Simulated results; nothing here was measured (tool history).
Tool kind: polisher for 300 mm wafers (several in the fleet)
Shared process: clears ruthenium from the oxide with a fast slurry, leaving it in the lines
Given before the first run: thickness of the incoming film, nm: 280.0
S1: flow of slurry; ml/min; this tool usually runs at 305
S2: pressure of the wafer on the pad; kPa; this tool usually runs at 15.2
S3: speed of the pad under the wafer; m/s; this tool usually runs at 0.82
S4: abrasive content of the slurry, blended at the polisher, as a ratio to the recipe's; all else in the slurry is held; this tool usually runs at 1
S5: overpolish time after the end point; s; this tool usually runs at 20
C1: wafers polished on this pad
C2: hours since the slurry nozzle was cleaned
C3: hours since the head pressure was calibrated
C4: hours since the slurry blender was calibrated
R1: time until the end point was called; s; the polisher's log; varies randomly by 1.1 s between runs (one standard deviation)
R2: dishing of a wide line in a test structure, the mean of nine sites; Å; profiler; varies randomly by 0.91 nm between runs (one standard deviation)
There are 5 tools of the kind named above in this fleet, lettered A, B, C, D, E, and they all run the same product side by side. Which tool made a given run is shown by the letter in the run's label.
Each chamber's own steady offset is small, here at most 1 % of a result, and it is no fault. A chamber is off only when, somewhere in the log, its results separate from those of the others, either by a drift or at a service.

{"run": "1A", "hour": 3.7, "S1": 305, "S2": 15.2, "S3": 0.82, "S4": 1, "S5": 20, "C1": 202, "C2": 190.9, "C3": 529.2, "C4": 49, "R1": 111.28, "R2": 371.54}
{"run": "2C", "hour": 7.1, "S1": 305, "S2": 15.2, "S3": 0.82, "S4": 1, "S5": 20, "C1": 541, "C2": 232.9, "C3": 139.7, "C4": 126.7, "R1": 111.68, "R2": 379.19}
{"run": "3D", "hour": 10.9, "S1": 305, "S2": 15.2, "S3": 0.82, "S4": 1, "S5": 20, "C1": 242, "C2": 295.9, "C3": 361.4, "C4": 125.8, "R1": 110.21, "R2": 379.01}
{"hour": 13.3, "done": "chamber A: head pressure recalibrated"}
{"run": "4B", "hour": 15.6, "S1": 305, "S2": 15.2, "S3": 0.82, "S4": 1, "S5": 20, "C1": 886, "C2": 145.2, "C3": 402.2, "C4": 242.7, "R1": 109.87, "R2": 352.55}
{"run": "5E", "hour": 21.0, "S1": 305, "S2": 18.6, "S3": 0.82, "S4": 1, "S5": 15, "C1": 529, "C2": 122.7, "C3": 559.6, "C4": 46, "R1": 91.023, "R2": 358.93}
{"run": "6E", "hour": 26.4, "S1": 305, "S2": 18.6, "S3": 0.82, "S4": 1, "S5": 15, "C1": 573, "C2": 128.1, "C3": 565, "C4": 51.4, "R1": 90.806, "R2": 359.7}
{"run": "7C", "hour": 29.2, "S1": 305, "S2": 18.6, "S3": 0.82, "S4": 1, "S5": 15, "C1": 721, "C2": 255, "C3": 161.8, "C4": 148.8, "R1": 90.169, "R2": 348.73}
{"run": "8D", "hour": 31.8, "S1": 305, "S2": 18.6, "S3": 0.82, "S4": 1, "S5": 15, "C1": 412, "C2": 316.8, "C3": 382.3, "C4": 146.7, "R1": 91.058, "R2": 346.73}
{"hour": 33.2, "done": "chamber C: worn pad replaced by a new one"}
{"run": "9A", "hour": 36.6, "S1": 305, "S2": 18.6, "S3": 0.82, "S4": 1, "S5": 15, "C1": 470, "C2": 223.8, "C3": 23.4, "C4": 81.9, "R1": 89.833, "R2": 343.26}
{"run": "10B", "hour": 41.4, "S1": 305, "S2": 15.2, "S3": 0.82, "S4": 1, "S5": 20, "C1": 1097, "C2": 171, "C3": 428, "C4": 268.5, "R1": 111.41, "R2": 369.59}
{"run": "11D", "hour": 46.8, "S1": 305, "S2": 15.2, "S3": 0.82, "S4": 1, "S5": 20, "C1": 535, "C2": 331.8, "C3": 397.3, "C4": 161.7, "R1": 111, "R2": 377.17}
{"run": "12B", "hour": 52.1, "S1": 305, "S2": 15.2, "S3": 0.82, "S4": 1, "S5": 20, "C1": 1184, "C2": 181.7, "C3": 438.7, "C4": 279.2, "R1": 112.85, "R2": 376.52}
{"run": "13E", "hour": 56.2, "S1": 305, "S2": 15.2, "S3": 0.82, "S4": 1, "S5": 20, "C1": 816, "C2": 157.9, "C3": 594.8, "C4": 81.2, "R1": 110.44, "R2": 373.38}
{"run": "14C", "hour": 61.6, "S1": 305, "S2": 15.2, "S3": 0.82, "S4": 0.9, "S5": 20, "C1": 231, "C2": 287.4, "C3": 194.2, "C4": 181.2, "R1": 114.77, "R2": 353.94}
{"run": "15A", "hour": 64.6, "S1": 305, "S2": 15.2, "S3": 0.82, "S4": 0.9, "S5": 20, "C1": 699, "C2": 251.8, "C3": 51.4, "C4": 109.9, "R1": 116.46, "R2": 365.49}
{"run": "16C", "hour": 70.2, "S1": 305, "S2": 15.2, "S3": 0.82, "S4": 0.9, "S5": 20, "C1": 302, "C2": 296, "C3": 202.8, "C4": 189.8, "R1": 117.09, "R2": 348.26}
{"run": "17D", "hour": 75.5, "S1": 305, "S2": 15.2, "S3": 0.82, "S4": 0.9, "S5": 20, "C1": 769, "C2": 360.5, "C3": 426, "C4": 190.4, "R1": 118.41, "R2": 357.79}
{"run": "18B", "hour": 81.2, "S1": 305, "S2": 15.2, "S3": 0.82, "S4": 0.9, "S5": 20, "C1": 1422, "C2": 210.8, "C3": 467.8, "C4": 308.3, "R1": 117.74, "R2": 367.58}
{"run": "19E", "hour": 83.8, "S1": 305, "S2": 15.2, "S3": 0.82, "S4": 1, "S5": 20, "C1": 1041, "C2": 185.5, "C3": 622.4, "C4": 108.8, "R1": 110.78, "R2": 379.57}
{"run": "20A", "hour": 87.8, "S1": 305, "S2": 15.2, "S3": 0.82, "S4": 1, "S5": 20, "C1": 888, "C2": 275, "C3": 74.6, "C4": 133.1, "R1": 109.97, "R2": 363.04}
{"hour": 88.1, "done": "chamber D: slurry blender recalibrated"}
{"run": "21A", "hour": 92.1, "S1": 305, "S2": 15.2, "S3": 0.82, "S4": 1, "S5": 20, "C1": 923, "C2": 279.3, "C3": 78.9, "C4": 137.4, "R1": 109.66, "R2": 396.82}
{"run": "22D", "hour": 94.7, "S1": 305, "S2": 15.2, "S3": 0.82, "S4": 1, "S5": 20, "C1": 926, "C2": 379.7, "C3": 445.2, "C4": 6.6, "R1": 113.52, "R2": 363.8}
{"hour": 96.1, "done": "chamber B: worn pad replaced by a new one"}
{"run": "23E", "hour": 98.3, "S1": 305, "S2": 15.2, "S3": 0.82, "S4": 1, "S5": 20, "C1": 1160, "C2": 200, "C3": 636.9, "C4": 123.3, "R1": 109.5, "R2": 374.01}
{"run": "24B", "hour": 102.4, "S1": 305, "S2": 15.2, "S3": 0.82, "S4": 1, "S5": 20, "C1": 52, "C2": 232, "C3": 489, "C4": 329.5, "R1": 111.06, "R2": 365.59}
{"hour": 104.0, "done": "chamber E: worn pad replaced by a new one"}
{"run": "25C", "hour": 106.5, "S1": 305, "S2": 15.2, "S3": 0.82, "S4": 1, "S5": 20, "C1": 598, "C2": 332.3, "C3": 239.1, "C4": 226.1, "R1": 109.54, "R2": 381.02}
{"run": "26A", "hour": 109.6, "S1": 305, "S2": 15.2, "S3": 0.82, "S4": 1, "S5": 20, "C1": 1066, "C2": 296.8, "C3": 96.4, "C4": 154.9, "R1": 109.97, "R2": 374.35}
{"run": "27E", "hour": 114.7, "S1": 305, "S2": 15.2, "S3": 0.82, "S4": 1.15, "S5": 20, "C1": 88, "C2": 216.4, "C3": 653.3, "C4": 139.7, "R1": 105.22, "R2": 390.03}
{"hour": 117.3, "done": "chamber E: slurry blender recalibrated"}
{"hour": 118.3, "done": "chamber C: worn pad replaced by a new one"}
{"run": "28C", "hour": 118.6, "S1": 305, "S2": 15.2, "S3": 0.82, "S4": 1.15, "S5": 20, "C1": 2, "C2": 344.4, "C3": 251.2, "C4": 238.2, "R1": 103.99, "R2": 410.89}
{"run": "29B", "hour": 122.7, "S1": 305, "S2": 15.2, "S3": 0.82, "S4": 1.15, "S5": 20, "C1": 217, "C2": 252.3, "C3": 509.3, "C4": 349.8, "R1": 103.23, "R2": 408.99}
{"run": "30D", "hour": 125.6, "S1": 305, "S2": 15.2, "S3": 0.82, "S4": 1.15, "S5": 20, "C1": 1178, "C2": 410.6, "C3": 476.1, "C4": 37.5, "R1": 110.07, "R2": 404.14}
{"hour": 130.0, "done": "chamber A: worn pad replaced by a new one"}
{"run": "31E", "hour": 131.2, "S1": 305, "S2": 15.2, "S3": 0.82, "S4": 1.15, "S5": 20, "C1": 222, "C2": 232.9, "C3": 669.8, "C4": 13.9, "R1": 103.83, "R2": 403.63}
{"run": "32A", "hour": 133.8, "S1": 305, "S2": 15.2, "S3": 0.82, "S4": 1, "S5": 20, "C1": 31, "C2": 321, "C3": 120.6, "C4": 179.1, "R1": 112.06, "R2": 380.91}
{"run": "33D", "hour": 139.2, "S1": 305, "S2": 15.2, "S3": 0.82, "S4": 1, "S5": 20, "C1": 1289, "C2": 424.2, "C3": 489.7, "C4": 51.1, "R1": 116.35, "R2": 347.75}
{"run": "34B", "hour": 143.9, "S1": 305, "S2": 15.2, "S3": 0.58, "S4": 0.8, "S5": 20, "C1": 390, "C2": 273.5, "C3": 530.5, "C4": 371, "R1": 175.86, "R2": 260.37}
{"run": "35C", "hour": 148.2, "S1": 305, "S2": 15.2, "S3": 0.58, "S4": 0.8, "S5": 20, "C1": 244, "C2": 374, "C3": 280.8, "C4": 267.8, "R1": 173.24, "R2": 251.73}
{"run": "36D", "hour": 151.6, "S1": 305, "S2": 15.2, "S3": 0.58, "S4": 0.8, "S5": 20, "C1": 1390, "C2": 436.6, "C3": 502.1, "C4": 63.5, "R1": 187.93, "R2": 246.69}
{"run": "37E", "hour": 156.7, "S1": 305, "S2": 15.2, "S3": 0.58, "S4": 0.8, "S5": 20, "C1": 430, "C2": 258.4, "C3": 695.3, "C4": 39.4, "R1": 176.36, "R2": 249.03}
{"hour": 158.7, "done": "chamber D: slurry nozzle cleaned"}
{"run": "38A", "hour": 161.0, "S1": 305, "S2": 15.2, "S3": 0.58, "S4": 0.8, "S5": 20, "C1": 253, "C2": 348.2, "C3": 147.8, "C4": 206.3, "R1": 172.92, "R2": 258.96}
{"run": "39C", "hour": 166.2, "S1": 305, "S2": 15.2, "S3": 0.82, "S4": 1, "S5": 20, "C1": 391, "C2": 392, "C3": 298.8, "C4": 285.8, "R1": 111.46, "R2": 375.07}
{"run": "40B", "hour": 171.4, "S1": 305, "S2": 15.2, "S3": 0.82, "S4": 1, "S5": 20, "C1": 615, "C2": 301, "C3": 558, "C4": 398.5, "R1": 110.09, "R2": 362.34}
{"run": "41B", "hour": 174.5, "S1": 305, "S2": 11, "S3": 0.82, "S4": 1, "S5": 20, "C1": 640, "C2": 304.1, "C3": 561.1, "C4": 401.6, "R1": 149.74, "R2": 298.76}
{"run": "42E", "hour": 178.2, "S1": 305, "S2": 11, "S3": 0.82, "S4": 1, "S5": 20, "C1": 606, "C2": 279.9, "C3": 716.8, "C4": 60.9, "R1": 150.51, "R2": 282.05}
{"run": "43D", "hour": 183.2, "S1": 305, "S2": 11, "S3": 0.82, "S4": 1, "S5": 20, "C1": 1648, "C2": 24.5, "C3": 533.7, "C4": 95.1, "R1": 168.14, "R2": 262.73}
{"run": "44C", "hour": 187.9, "S1": 305, "S2": 11, "S3": 0.82, "S4": 1, "S5": 20, "C1": 568, "C2": 413.7, "C3": 320.5, "C4": 307.5, "R1": 148.4, "R2": 282.25}

Which is it: a chamber that has drifted or been left off by a service, a gauge drift common to all chambers, or only each chamber's usual small offset? If a chamber is off, name it and its likeliest cause.

Chamber D drifts away from the others.
Cause: removal rate lost through wear of the pad, % = 8.93.
With only this log, it may be confused with: head's pressure below its setpoint, %.

Which of the 4 candidates below, each the usual settings with something changed and its results left as question marks, puts chamber D back in line with what the other chambers give on the usual settings?
Allowed miss from the other chambers' usual-settings mean, per result, to count as in line: R1 3.7 s; R2 32 Å
{"run": "45D-1", "hour": 192.1, "S1": 305, "S2": 13.8, "S3": 0.76, "S4": 0.95, "S5": 21, "R1": "?", "R2": "?"}
{"run": "45D-2", "hour": 192.1, "S1": 305, "S2": 16.5, "S3": 0.88, "S4": 1.05, "S5": 19, "R1": "?", "R2": "?"}
{"run": "45D-3", "hour": 192.1, "S1": 305, "S2": 15.9, "S3": 0.86, "S4": 1, "S5": 20, "R1": "?", "R2": "?"}
{"run": "45D-4", "hour": 192.1, "S1": 305, "S2": 14.5, "S3": 0.78, "S4": 1, "S5": 20, "R1": "?", "R2": "?"}

Mean of the other chambers on the usual settings: R1 110.49 s; R2 372.83 Å
run=45D-1 R1=148.26 R2=308.54
run=45D-2 R1=101.98 R2=386.1
run=45D-3 R1=111.3 R2=375.14
run=45D-4 R1=134.38 R2=321.6
With 45D-3, the chamber falls back in line with the rest.
